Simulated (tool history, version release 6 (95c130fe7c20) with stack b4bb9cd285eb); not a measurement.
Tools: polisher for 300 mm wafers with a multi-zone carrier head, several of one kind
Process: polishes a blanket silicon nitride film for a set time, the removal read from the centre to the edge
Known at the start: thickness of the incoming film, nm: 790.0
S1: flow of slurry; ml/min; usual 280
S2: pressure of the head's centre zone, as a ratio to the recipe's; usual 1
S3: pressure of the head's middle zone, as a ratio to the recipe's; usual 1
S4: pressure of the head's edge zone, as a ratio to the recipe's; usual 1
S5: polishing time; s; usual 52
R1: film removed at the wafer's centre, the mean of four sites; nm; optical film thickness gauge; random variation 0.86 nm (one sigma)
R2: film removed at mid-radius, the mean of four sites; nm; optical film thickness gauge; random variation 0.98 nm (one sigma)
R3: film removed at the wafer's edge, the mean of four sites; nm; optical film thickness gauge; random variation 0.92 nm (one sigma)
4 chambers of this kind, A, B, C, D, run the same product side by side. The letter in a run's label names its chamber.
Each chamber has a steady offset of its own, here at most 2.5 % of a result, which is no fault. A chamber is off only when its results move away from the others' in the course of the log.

{"hour": 9.3, "done": "chamber B: worn pad replaced by a new one"}
{"run": "1A", "hour": 9.9, "S1": 280, "S2": 1, "S3": 1, "S4": 1, "S5": 52, "R1": 73.73, "R2": 75.276, "R3": 74.852}
{"run": "2B", "hour": 17.3, "S1": 280, "S2": 1, "S3": 1, "S4": 1, "S5": 52, "R1": 74.766, "R2": 72.56, "R3": 72.926}
{"hour": 19.6, "done": "chamber A: worn pad replaced by a new one"}
{"run": "3D", "hour": 22.4, "S1": 280, "S2": 1, "S3": 1, "S4": 1, "S5": 52, "R1": 73.157, "R2": 76.787, "R3": 76.504}
{"run": "4C", "hour": 31.5, "S1": 280, "S2": 1, "S3": 1, "S4": 1, "S5": 52, "R1": 75.081, "R2": 74.174, "R3": 71.725}
{"hour": 37.6, "done": "chamber A: slurry nozzle cleaned"}
{"run": "5B", "hour": 37.9, "S1": 280, "S2": 1, "S3": 1, "S4": 1, "S5": 52, "R1": 72.601, "R2": 73.994, "R3": 73.887}
{"run": "6C", "hour": 44.0, "S1": 280, "S2": 1, "S3": 1, "S4": 1, "S5": 52, "R1": 73.435, "R2": 73.21, "R3": 74.404}
{"run": "7D", "hour": 48.9, "S1": 280, "S2": 1, "S3": 1, "S4": 1, "S5": 52, "R1": 73.923, "R2": 76.508, "R3": 75.375}
{"run": "8A", "hour": 55.7, "S1": 280, "S2": 1, "S3": 1, "S4": 1, "S5": 52, "R1": 75.637, "R2": 73.832, "R3": 72.958}
{"run": "9C", "hour": 64.8, "S1": 280, "S2": 1, "S3": 1, "S4": 1, "S5": 52, "R1": 73.31, "R2": 75.111, "R3": 72.61}
{"hour": 69.7, "done": "chamber B: worn pad replaced by a new one"}
{"run": "10A", "hour": 72.2, "S1": 280, "S2": 1, "S3": 1, "S4": 1, "S5": 52, "R1": 75.177, "R2": 74.534, "R3": 73.259}
{"hour": 73.3, "done": "chamber D: slurry nozzle cleaned"}
{"hour": 73.8, "done": "chamber A: worn pad replaced by a new one"}
{"run": "11B", "hour": 80.2, "S1": 280, "S2": 1, "S3": 1, "S4": 1, "S5": 52, "R1": 74.056, "R2": 74.103, "R3": 74.489}
{"hour": 83.6, "done": "chamber B: slurry nozzle cleaned"}
{"hour": 84.8, "done": "chamber D: centre zone pressure recalibrated"}
{"run": "12D", "hour": 89.9, "S1": 280, "S2": 1, "S3": 1, "S4": 1, "S5": 52, "R1": 74.381, "R2": 74.457, "R3": 73.985}
{"run": "13C", "hour": 96.2, "S1": 280, "S2": 1, "S3": 1, "S4": 1, "S5": 52, "R1": 72.589, "R2": 71.704, "R3": 72.525}
{"run": "14A", "hour": 100.8, "S1": 280, "S2": 1, "S3": 1, "S4": 1, "S5": 52, "R1": 75.689, "R2": 74.488, "R3": 74.764}
{"hour": 103.5, "done": "chamber B: edge zone pressure recalibrated"}
{"run": "15B", "hour": 109.6, "S1": 280, "S2": 1, "S3": 1, "S4": 1, "S5": 52, "R1": 73.44, "R2": 76.914, "R3": 74.573}
{"run": "16D", "hour": 118.9, "S1": 280, "S2": 1, "S3": 1, "S4": 1, "S5": 52, "R1": 74.909, "R2": 76.309, "R3": 73.433}
{"run": "17B", "hour": 126.0, "S1": 280, "S2": 1, "S3": 1, "S4": 1, "S5": 52, "R1": 74.536, "R2": 73.659, "R3": 72.216}
{"hour": 130.0, "done": "chamber B: worn pad replaced by a new one"}
{"hour": 131.7, "done": "chamber A: worn pad replaced by a new one"}
{"run": "18C", "hour": 136.0, "S1": 280, "S2": 1, "S3": 1, "S4": 1, "S5": 52, "R1": 70.823, "R2": 71.78, "R3": 69.37}
{"run": "19A", "hour": 142.6, "S1": 280, "S2": 1, "S3": 1, "S4": 1, "S5": 52, "R1": 74.592, "R2": 73.116, "R3": 74.179}
{"run": "20D", "hour": 148.5, "S1": 280, "S2": 1, "S3": 1, "S4": 1, "S5": 52, "R1": 74.131, "R2": 74.384, "R3": 74.353}
{"run": "21A", "hour": 156.3, "S1": 280, "S2": 1, "S3": 1, "S4": 1, "S5": 52, "R1": 76.989, "R2": 73.471, "R3": 74.26}
{"hour": 163.1, "done": "chamber D: worn pad replaced by a new one"}
{"run": "22B", "hour": 163.5, "S1": 280, "S2": 1, "S3": 1, "S4": 1.11, "S5": 52, "R1": 73.499, "R2": 75.229, "R3": 79.536}
{"run": "23D", "hour": 171.0, "S1": 280, "S2": 1, "S3": 1, "S4": 1.11, "S5": 52, "R1": 73.668, "R2": 76.466, "R3": 77.753}
{"run": "24C", "hour": 177.1, "S1": 280, "S2": 1, "S3": 1, "S4": 1.11, "S5": 52, "R1": 68.922, "R2": 70.504, "R3": 74.776}
{"run": "25B", "hour": 184.8, "S1": 280, "S2": 1, "S3": 1, "S4": 1.11, "S5": 52, "R1": 73.041, "R2": 75.193, "R3": 79.216}
{"hour": 188.9, "done": "chamber A: worn pad replaced by a new one"}
{"run": "26A", "hour": 190.9, "S1": 280, "S2": 1, "S3": 1, "S4": 1, "S5": 52, "R1": 75.924, "R2": 73.559, "R3": 73.812}

What goes on in this fleet: one chamber off, a drifting gauge, or nothing beyond the chambers' own small offsets? Name the chamber and the cause, if any.

Chamber C drifts away from the others.
Cause: removal rate lost through wear of the pad, % = 7.38.
The log may not tell that from: slurry flow missing at the pad, %.

Here are 4 candidates for chamber C's next run, each the usual settings with a change, their results left as question marks. Which one brings its results back in line with what the others give on the usual settings?
In line means no further than this from the other chambers' mean on the usual settings: R1 3 nm; R2 3.5 nm; R3 3.2 nm
{"run": "27C-1", "hour": 198.5, "S1": 280, "S2": 1, "S3": 1, "S4": 1, "S5": 48, "R1": "?", "R2": "?", "R3": "?"}
{"run": "27C-2", "hour": 198.5, "S1": 275, "S2": 1, "S3": 1, "S4": 0.99, "S5": 45, "R1": "?", "R2": "?", "R3": "?"}
{"run": "27C-3", "hour": 198.5, "S1": 280, "S2": 1, "S3": 1, "S4": 1, "S5": 56, "R1": "?", "R2": "?", "R3": "?"}
{"run": "27C-4", "hour": 198.5, "S1": 285, "S2": 1, "S3": 1, "S4": 1.01, "S5": 60, "R1": "?", "R2": "?", "R3": "?"}

The other chambers' mean on the usual settings: R1 74.375 nm; R2 74.652 nm; R3 74.243 nm
run=27C-1 R1=63.393 R2=64.522 R3=63.275
run=27C-2 R1=59.302 R2=60.372 R3=58.916
run=27C-3 R1=73.958 R2=75.276 R3=73.821
run=27C-4 R1=79.408 R2=80.805 R3=79.629
27C-3 brings the chamber back in line.
